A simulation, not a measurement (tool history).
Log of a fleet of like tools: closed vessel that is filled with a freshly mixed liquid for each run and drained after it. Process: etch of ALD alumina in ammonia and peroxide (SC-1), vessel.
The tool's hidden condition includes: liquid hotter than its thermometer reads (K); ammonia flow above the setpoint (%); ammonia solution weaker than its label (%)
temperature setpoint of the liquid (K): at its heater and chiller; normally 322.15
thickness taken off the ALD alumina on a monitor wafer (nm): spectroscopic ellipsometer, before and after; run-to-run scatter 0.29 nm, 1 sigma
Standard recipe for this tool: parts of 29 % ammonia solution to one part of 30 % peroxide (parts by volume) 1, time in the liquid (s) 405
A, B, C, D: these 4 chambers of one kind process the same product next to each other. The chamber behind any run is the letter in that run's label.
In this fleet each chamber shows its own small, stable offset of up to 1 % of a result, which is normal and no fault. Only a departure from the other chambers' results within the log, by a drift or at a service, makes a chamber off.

run,hour,temperature setpoint of the liquid (K),parts of 29 % ammonia solution to one part of 30 % peroxide (parts by volume),time in the liquid (s),hours since the thermometer was replaced,hours since the ammonia flow meter was replaced,hours since the drum of ammonia solution was connected,"read-back film thickness of the ALD alumina reference wafer, read on the same gauge (nm)",thickness taken off the ALD alumina on a monitor wafer (nm)
1D,7.4,322.15,1,405,367,2003.1,723.5,129.97,30.052
2C,15.6,322.15,1,405,302.6,537.7,450.5,129.97,30.719
3A,21.9,322.15,1,405,2468.6,710.5,254.3,129.98,30.338
4B,28.8,322.15,1,405,878.9,607.4,129.5,129.97,31.222
# hour 28.9: chamber D: new drum of ammonia solution connected
5A,34.7,322.15,1,405,2481.4,723.3,267.1,130.02,30.313
6B,39.6,322.15,1,405,889.7,618.2,140.3,130.02,31.017
# hour 44.9: chamber D: ammonia flow meter replaced
7C,45.7,322.15,1,405,332.7,567.8,480.6,129.99,30.74
8D,54.2,322.15,1,405,413.8,9.3,25.4,129.97,30.163
9B,60.9,322.15,1,405,911,639.5,161.6,130.04,31.852
10A,67.3,322.15,1,405,2514,755.9,299.7,129.97,30.768
11C,74.5,322.15,0.55,405,361.5,596.6,509.4,129.99,28.872
12D,84.5,322.15,0.55,405,444.1,39.6,55.7,129.99,28.976
13B,94.7,322.15,0.55,405,944.8,673.3,195.4,129.97,29.409
# hour 98.6: chamber C: ammonia flow meter replaced
14D,100.1,322.15,0.55,405,459.7,55.2,71.3,129.93,29.41
# hour 103.3: chamber A: new drum of ammonia solution connected
15C,109.1,322.15,1,405,396.1,10.6,544,130.01,30.661
16A,115.8,322.15,1,405,2562.5,804.4,12.6,130.06,30.767
17A,124.7,322.15,1,405,2571.4,813.3,21.5,129.97,30.912
18B,130.2,322.15,1,405,980.3,708.8,230.9,130.04,31.469
# hour 135.8: chamber B: ammonia flow meter replaced
19D,136.3,322.15,1,405,495.9,91.4,107.5,129.97,32.129
# hour 137.2: chamber C: new drum of ammonia solution connected
20C,146.8,322.15,1,405,433.8,48.3,9.6,129.99,30.538
21D,156.5,322.15,1,405,516.1,111.6,127.7,129.99,32.455
22B,167.3,322.15,1,405,1017.4,31.6,268,130,31.216
23A,174.1,322.15,1,405,2620.8,862.7,70.9,129.98,30.797
24C,181.9,322.15,1,405,468.9,83.4,44.7,130.04,30.752
25A,192.5,322.15,1,405,2639.2,881.1,89.3,129.96,30.447
26C,201.6,322.15,1,405,488.6,103.1,64.4,130.05,30.475
27B,207.9,322.15,1,405,1058,72.2,308.6,129.97,31.144
28D,215.2,322.15,1,405,574.8,170.3,186.4,130,33.96
29A,223.9,322.15,1,405,2670.6,912.5,120.7,130.02,30.703
30D,228.7,322.15,1.2,230,588.3,183.8,199.9,130.02,19.302
31C,233.4,322.15,1.2,230,520.4,134.9,96.2,129.98,17.902

Next, every chamber runs the same settings. What will each give?
32A,241.2,322.15,1,260,,,,,?
32B,241.2,322.15,1,260,,,,,?
32C,241.2,322.15,1,260,,,,,?
32D,241.2,322.15,1,260,,,,,?

run,thickness taken off the ALD alumina on a monitor wafer (nm)
32A,19.576
32B,19.948
32C,19.85
32D,21.995
